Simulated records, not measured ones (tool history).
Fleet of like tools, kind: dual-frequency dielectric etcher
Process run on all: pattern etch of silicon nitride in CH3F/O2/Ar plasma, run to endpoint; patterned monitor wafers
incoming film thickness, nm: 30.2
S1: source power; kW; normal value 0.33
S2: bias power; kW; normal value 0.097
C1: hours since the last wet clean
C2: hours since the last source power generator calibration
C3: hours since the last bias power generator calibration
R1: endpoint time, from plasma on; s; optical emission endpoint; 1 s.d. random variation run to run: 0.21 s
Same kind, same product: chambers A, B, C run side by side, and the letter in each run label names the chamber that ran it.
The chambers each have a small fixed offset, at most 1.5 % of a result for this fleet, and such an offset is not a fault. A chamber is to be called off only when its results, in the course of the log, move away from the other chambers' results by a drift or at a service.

Run 1C, day 0.088: usual settings; C1 99.2; C2 6.9; C3 2010.3. Result: R1 42.067 s.
Run 2A, day 0.171: usual settings; C1 112.4; C2 1725.5; C3 1138.5. Result: R1 42.26 s.
Run 3B, day 0.3: usual settings; C1 29.8; C2 2718.1; C3 257.5. Result: R1 42.725 s.
Run 4A, day 0.442: usual settings; C1 118.9; C2 1732; C3 1145. Result: R1 42.29 s.
Run 5B, day 0.596: usual settings; C1 36.9; C2 2725.2; C3 264.6. Result: R1 42.571 s.
Run 6C, day 0.729: usual settings but S1 0.39 kW, S2 0.087 kW; C1 114.6; C2 22.3; C3 2025.7. Result: R1 41.096 s.
Run 7C, day 0.862: usual settings but S1 0.39 kW, S2 0.087 kW; C1 117.8; C2 25.5; C3 2028.9. Result: R1 41.478 s.
Run 8B, day 0.983: usual settings but S1 0.39 kW, S2 0.087 kW; C1 46.2; C2 2734.5; C3 273.9. Result: R1 41.6 s.
Run 9A, day 1.071: usual settings; C1 134; C2 1747.1; C3 1160.1. Result: R1 42.164 s.
Run 10A, day 1.212: usual settings; C1 137.4; C2 1750.5; C3 1163.5. Result: R1 42.175 s.
Run 11B, day 1.342: usual settings; C1 54.8; C2 2743.1; C3 282.5. Result: R1 42.813 s.
Run 12C, day 1.462: usual settings; C1 132.2; C2 39.9; C3 2043.3. Result: R1 42.395 s.
Run 13B, day 1.612: usual settings but S2 0.119 kW; C1 61.3; C2 2749.6; C3 289. Result: R1 39.559 s.
Run 14C, day 1.788: usual settings but S2 0.119 kW; C1 140; C2 47.7; C3 2051.1. Result: R1 38.974 s.
Run 15A, day 1.929: usual settings but S2 0.119 kW; C1 154.6; C2 1767.7; C3 1180.7. Result: R1 38.775 s.
Run 16C, day 2.05: usual settings; C1 146.3; C2 54; C3 2057.4. Result: R1 42.341 s.
Run 17A, day 2.188: usual settings; C1 160.8; C2 1773.9; C3 1186.9. Result: R1 42.394 s.
Run 18B, day 2.321: usual settings; C1 78.3; C2 2766.6; C3 306. Result: R1 42.942 s.
Run 19A, day 2.5: usual settings; C1 168.3; C2 1781.4; C3 1194.4. Result: R1 42.55 s.
Run 20B, day 2.679: usual settings; C1 86.9; C2 2775.2; C3 314.6. Result: R1 42.959 s.
Run 21C, day 2.825: usual settings; C1 164.9; C2 72.6; C3 2076. Result: R1 41.932 s.
Run 22B, day 2.992: usual settings; C1 94.4; C2 2782.7; C3 322.1. Result: R1 42.947 s.
Run 23A, day 3.142: usual settings; C1 183.7; C2 1796.8; C3 1209.8. Result: R1 42.259 s.
Run 24C, day 3.296: usual settings but S2 0.077 kW; C1 176.2; C2 83.9; C3 2087.3. Result: R1 45.766 s.
Run 25B, day 3.438: usual settings but S2 0.077 kW; C1 105.1; C2 2793.4; C3 332.8. Result: R1 46.5 s.
Run 26C, day 3.588: usual settings but S2 0.077 kW; C1 183.2; C2 90.9; C3 2094.3. Result: R1 45.556 s.
Run 27A, day 3.758: usual settings; C1 198.5; C2 1811.6; C3 1224.6. Result: R1 42.238 s.
Run 28B, day 3.879: usual settings; C1 115.7; C2 2804; C3 343.4. Result: R1 42.912 s.
Run 29C, day 4.062: usual settings; C1 194.6; C2 102.3; C3 2105.7. Result: R1 41.942 s.
Run 30A, day 4.188: usual settings; C1 208.8; C2 1821.9; C3 1234.9. Result: R1 41.668 s.
Run 31A, day 4.329: usual settings; C1 212.2; C2 1825.3; C3 1238.3. Result: R1 42.305 s.
Run 32B, day 4.496: usual settings; C1 130.5; C2 2818.8; C3 358.2. Result: R1 42.586 s.
At day 4.642: chamber C: bias power generator calibrated.
Run 33C, day 4.667: usual settings; C1 209.1; C2 116.8; C3 0.7. Result: R1 42.08 s.
Run 34A, day 4.758: usual settings; C1 222.5; C2 1835.6; C3 1248.6. Result: R1 42.299 s.
Run 35C, day 4.862: usual settings; C1 213.8; C2 121.5; C3 5.4. Result: R1 42.284 s.
Run 36B, day 4.95: usual settings; C1 141.4; C2 2829.7; C3 369.1. Result: R1 42.907 s.
Run 37A, day 5.104: usual settings but S1 0.27 kW, S2 0.081 kW; C1 230.8; C2 1843.9; C3 1256.9. Result: R1 48.671 s.
Run 38C, day 5.271: usual settings but S1 0.27 kW, S2 0.081 kW; C1 223.6; C2 131.3; C3 15.2. Result: R1 48.523 s.
Run 39B, day 5.362: usual settings but S1 0.27 kW, S2 0.081 kW; C1 151.3; C2 2839.6; C3 379. Result: R1 49.39 s.

Does one chamber stand apart from the rest, does the shared gauge drift, or is all well apart from small per-chamber offsets? Give the chamber and the most likely cause, where there is one.

Neither any chamber nor the gauge drifts; the chambers differ only by their own small, steady offsets.
